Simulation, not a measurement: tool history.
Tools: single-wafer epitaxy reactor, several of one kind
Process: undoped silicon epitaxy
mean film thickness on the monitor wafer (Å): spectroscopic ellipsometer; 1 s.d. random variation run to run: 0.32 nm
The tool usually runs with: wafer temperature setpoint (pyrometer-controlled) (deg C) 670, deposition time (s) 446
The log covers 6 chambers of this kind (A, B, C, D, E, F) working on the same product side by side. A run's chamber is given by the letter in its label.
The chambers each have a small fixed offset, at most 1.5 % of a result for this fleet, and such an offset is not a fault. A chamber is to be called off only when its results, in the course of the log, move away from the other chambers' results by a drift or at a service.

| run | hour | wafer temperature setpoint (pyrometer-controlled) (deg C) | deposition time (s) | read-back reference wafer on the same gauge, thickness_nm | mean film thickness on the monitor wafer (Å) |
|---|---|---|---|---|---|
| 1C | 3.7 | 670 | 446 | 92.967 | 1139.90 |
| 2B | 6.3 | 670 | 446 | 93.026 | 1146.30 |
| 3E | 10.0 | 670 | 446 | 92.974 | 1143.10 |
| 4F | 12.2 | 670 | 446 | 93.030 | 1145.40 |
| 5A | 16.5 | 670 | 446 | 93.044 | 1163.40 |
| 6D | 19.9 | 675 | 379 | 93.018 | 1089.90 |
| 7D | 22.8 | 675 | 379 | 93.029 | 1092.00 |
| 8F | 26.1 | 675 | 379 | 93.001 | 1089.80 |
| 9B | 28.9 | 675 | 379 | 93.013 | 1074.80 |
| 10A | 33.3 | 675 | 379 | 92.993 | 1094.40 |
| 11E | 36.9 | 675 | 379 | 92.991 | 1074.90 |
| 12C | 40.1 | 670 | 446 | 93.028 | 1133.50 |
| 13A | 43.5 | 664 | 446 | 92.978 | 1027.00 |
| 14B | 45.7 | 664 | 446 | 92.984 | 1007.60 |
| 15D | 49.3 | 664 | 446 | 92.994 | 1013.00 |
| 16C | 52.7 | 664 | 446 | 92.994 | 1001.00 |
| 17F | 57.0 | 664 | 446 | 92.969 | 1016.30 |
|  | 58.2 | chamber E: pyrometer calibrated |
| 18E | 59.0 | 664 | 446 | 92.931 | 983.22 |
| 19A | 62.0 | 670 | 446 | 93.050 | 1159.70 |
| 20B | 64.1 | 662 | 404 | 92.980 | 878.19 |
| 21D | 66.8 | 662 | 404 | 93.065 | 885.90 |
| 22F | 71.0 | 662 | 404 | 92.946 | 886.76 |
| 23E | 75.2 | 662 | 404 | 93.027 | 853.17 |
| 24C | 79.0 | 662 | 404 | 93.113 | 870.61 |
| 25A | 81.3 | 662 | 404 | 93.032 | 890.55 |
| 26D | 83.4 | 670 | 446 | 93.006 | 1158.40 |
| 27F | 86.0 | 670 | 446 | 92.950 | 1153.20 |
| 28B | 88.3 | 670 | 446 | 93.050 | 1142.60 |
| 29C | 92.0 | 670 | 446 | 92.966 | 1135.70 |
| 30E | 94.8 | 670 | 446 | 92.994 | 1111.00 |
| 31B | 98.3 | 670 | 446 | 93.001 | 1143.60 |
| 32D | 100.7 | 670 | 446 | 92.963 | 1154.50 |
| 33E | 102.7 | 670 | 446 | 93.029 | 1117.00 |
| 34C | 105.7 | 670 | 446 | 93.040 | 1137.20 |
| 35F | 109.7 | 656 | 514 | 92.962 | 987.13 |
| 36A | 113.8 | 656 | 514 | 93.031 | 988.91 |
| 37F | 116.0 | 656 | 514 | 92.980 | 990.18 |
| 38C | 120.4 | 656 | 514 | 92.978 | 977.85 |
| 39A | 122.8 | 656 | 514 | 92.975 | 996.90 |

Which is it: a chamber that has drifted or been left off by a service, a gauge drift common to all chambers, or only each chamber's usual small offset? If a chamber is off, name it and its likeliest cause.

Chamber E came out of a service off from its peers and stayed that way.
Cause: wafer temperature below the value expected at the setpoint (K) = 0.938.

Chamber E could run next with any of the 4 candidate recipes listed below; each alters the usual settings, and their results appear as question marks. Which one brings its results back in line with what the other chambers deliver on the usual settings?
In line means no further than this from the other chambers' mean on the usual settings: mean film thickness on the monitor wafer (Å) 11.00
| 40E-1 | 125.9 | 670 | 441 |  | ? |
| 40E-2 | 125.9 | 670 | 458 |  | ? |
| 40E-3 | 125.9 | 669 | 442 |  | ? |
| 40E-4 | 125.9 | 670 | 451 |  | ? |

What the other chambers average on the usual settings: mean film thickness on the monitor wafer (Å) 1148.90
| run | mean film thickness on the monitor wafer (Å) |
|---|---|
| 40E-1 | 1103.60 |
| 40E-2 | 1146.10 |
| 40E-3 | 1083.20 |
| 40E-4 | 1128.60 |
The right change is 40E-2: it brings the chamber back within the allowed miss of the others.

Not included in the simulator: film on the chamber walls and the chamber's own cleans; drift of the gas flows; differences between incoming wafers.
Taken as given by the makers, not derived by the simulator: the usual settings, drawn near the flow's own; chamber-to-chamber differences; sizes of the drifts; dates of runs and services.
